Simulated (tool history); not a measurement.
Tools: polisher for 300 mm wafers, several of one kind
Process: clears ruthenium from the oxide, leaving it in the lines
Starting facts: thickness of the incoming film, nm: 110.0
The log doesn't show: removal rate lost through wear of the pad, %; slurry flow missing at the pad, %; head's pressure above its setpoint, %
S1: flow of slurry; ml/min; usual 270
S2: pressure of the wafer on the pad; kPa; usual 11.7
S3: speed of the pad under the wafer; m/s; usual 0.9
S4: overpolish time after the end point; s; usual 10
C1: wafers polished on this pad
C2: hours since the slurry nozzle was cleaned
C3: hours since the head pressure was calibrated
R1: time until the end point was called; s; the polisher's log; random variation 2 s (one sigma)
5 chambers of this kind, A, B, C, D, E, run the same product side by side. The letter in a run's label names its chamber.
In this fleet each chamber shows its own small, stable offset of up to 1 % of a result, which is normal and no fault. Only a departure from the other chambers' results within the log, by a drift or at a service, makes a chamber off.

run,hour,S1,S2,S3,S4,C1,C2,C3,R1
1D,7.9,270,11.7,0.9,10,460,132,1365.8,138.14
2B,17.5,270,11.7,0.9,10,567,297.1,971.6,134.69
# hour 22.8: chamber A: worn pad replaced by a new one
3E,28.2,270,11.7,0.9,10,385,184.7,392.7,138.62
4C,37.2,270,11.7,0.9,10,459,359.7,270.2,138.51
# hour 40.2: chamber B: slurry nozzle cleaned
# hour 45.7: chamber D: worn pad replaced by a new one
5A,46.5,270,11.7,0.9,10,127,569.7,497.4,140.38
# hour 51.1: chamber C: worn pad replaced by a new one
6D,60.6,270,11.7,0.9,10,80,184.7,1418.5,136.61
# hour 63.6: chamber E: worn pad replaced by a new one
7B,69,270,11.7,0.58,8,844,28.8,1023.1,207.87
8E,83.5,270,11.7,0.58,8,107,240,448,213.22
# hour 85.3: chamber D: slurry nozzle cleaned
# hour 88.9: chamber B: worn pad replaced by a new one
9C,94,270,11.7,0.58,8,230,416.5,327,219.56
# hour 106.5: chamber E: slurry nozzle cleaned
10A,107.8,270,11.7,0.58,8,457,631,558.7,212.55
11C,116,270,11.7,0.58,8,348,438.5,349,221.55
12A,127.1,270,9.7,0.62,10,560,650.3,578,244.69
13B,142.2,270,9.7,0.62,10,286,102,1096.3,243.94
# hour 154.1: chamber C: worn pad replaced by a new one
14D,156,270,9.7,0.62,10,593,70.7,1513.9,244.55
# hour 156.4: chamber E: worn pad replaced by a new one
15E,167.7,270,9.7,0.62,10,60,61.2,532.2,242.04
16A,176,270,9.7,0.62,10,823,699.2,626.9,246.87
17B,186.7,270,11.7,0.9,10,525,146.5,1140.8,135.71
18E,196.6,270,11.7,0.9,10,216,90.1,561.1,142.2
# hour 197.8: chamber D: worn pad replaced by a new one
# hour 206.7: chamber A: slurry nozzle cleaned
19C,210.3,270,11.7,0.9,10,302,532.8,443.3,137.36
# hour 211.1: chamber D: head pressure recalibrated
# hour 211.4: chamber A: worn pad replaced by a new one
20D,218.7,270,11.7,0.9,10,112,133.4,7.7,140.82
21D,228.6,270,11.7,0.9,10,165,143.3,17.6,138.16
# hour 239.8: chamber A: head pressure recalibrated
22E,241.8,270,11.7,0.9,10,459,135.3,606.3,139.13
23A,254.7,270,11.7,0.9,10,233,48.1,14.9,141.03
# hour 259.2: chamber C: worn pad replaced by a new one
# hour 266.5: chamber E: worn pad replaced by a new one
24C,266.9,270,11.7,0.9,10,41,589.4,499.9,138.98
25B,281.6,270,11.7,0.9,10,1035,241.4,1235.7,137.33
# hour 289.3: chamber B: slurry nozzle cleaned
26D,293.5,270,11.7,0.9,10,514,208.2,82.5,138.24
# hour 297.7: chamber B: worn pad replaced by a new one
27C,308.4,270,11.7,0.9,10,264,630.9,541.4,138.36
28E,316.3,270,11.7,0.9,10,267,209.8,680.8,135.46
29A,326.9,270,11.7,0.9,10,621,120.3,87.1,140.16
30B,342.2,270,11.7,0.9,10,239,53,1296.3,139.8
31E,352.5,315,13.8,0.9,10,462,246,717,113.69

Is one chamber out of step, is the gauge drifting, or do the chambers differ by no more than their own small offsets? For an off chamber, give its letter and the likeliest cause.

All chambers stay in line apart from their small fixed offsets, and the gauge does not drift.

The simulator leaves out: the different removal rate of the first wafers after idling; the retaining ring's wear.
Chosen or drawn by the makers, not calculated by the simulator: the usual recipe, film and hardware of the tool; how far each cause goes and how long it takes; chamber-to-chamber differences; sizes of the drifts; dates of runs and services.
